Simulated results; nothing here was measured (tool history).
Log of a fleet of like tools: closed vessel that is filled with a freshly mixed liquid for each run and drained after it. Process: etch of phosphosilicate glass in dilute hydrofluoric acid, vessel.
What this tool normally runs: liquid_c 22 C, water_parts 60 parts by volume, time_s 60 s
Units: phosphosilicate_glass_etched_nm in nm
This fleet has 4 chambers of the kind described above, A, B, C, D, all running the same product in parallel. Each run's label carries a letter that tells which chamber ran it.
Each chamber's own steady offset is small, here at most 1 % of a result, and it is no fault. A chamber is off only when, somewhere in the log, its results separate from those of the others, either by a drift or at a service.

run	day	liquid_c	water_parts	time_s	hours since the thermometer was replaced	hours since the hydrofluoric acid flow meter was replaced	read-back film thickness of the phosphosilicate glass reference wafer, read on the same gauge (nm)	phosphosilicate_glass_etched_nm
# day 0.196: chamber D: thermometer replaced
1B	0.217	22	60	60	480.2	167.7	49.985	87.428
2C	0.542	22	60	60	255.3	728.0	50.024	88.520
3A	0.692	22	60	60	1030.3	266.9	50.015	86.917
# day 0.771: chamber D: hydrofluoric acid flow meter replaced
4D	0.838	22	60	60	15.5	1.7	50.035	87.223
5D	1.000	22	60	60	19.4	5.6	50.007	87.766
6B	1.225	22	60	60	504.4	191.9	49.974	87.678
7A	1.521	22	60	60	1050.2	286.8	50.005	87.441
8C	1.846	22	60	60	286.6	759.3	49.982	87.340
9A	2.121	22	60	60	1064.6	301.2	50.022	88.092
10B	2.362	22	60	60	531.7	219.2	49.985	88.081
11C	2.542	22	60	60	303.3	776.0	50.014	87.466
12D	2.708	22	60	60	60.4	46.6	49.991	87.375
13D	2.879	22	60	60	64.5	50.7	50.013	88.167
14B	3.154	22	60	60	550.7	238.2	50.007	87.320
15A	3.492	22	60	60	1097.5	334.1	49.998	87.377
16C	3.708	22	60	60	331.3	804.0	50.026	87.063
17C	4.025	18	60	60	338.9	811.6	50.024	73.809
18A	4.308	18	60	60	1117.1	353.7	50.033	73.615
19B	4.625	18	60	60	586.0	273.5	49.970	73.647
20D	4.846	18	60	60	111.7	97.9	50.001	74.766
21D	5.100	22	60	60	117.8	104.0	50.033	88.592
22B	5.429	22	60	60	605.3	292.8	49.998	87.729
23A	5.721	22	60	60	1151.0	387.6	49.989	87.224
24C	5.967	22	60	60	385.5	858.2	50.013	87.658
25D	6.171	22	60	60	143.5	129.7	50.014	86.797

Next, every chamber runs the same settings. What will each give?
26A	6.421	24	60	60				?
26B	6.421	24	60	60				?
26C	6.421	24	60	60				?
26D	6.421	24	60	60				?

run	phosphosilicate_glass_etched_nm
26A	94.319
26B	94.999
26C	95.130
26D	94.946
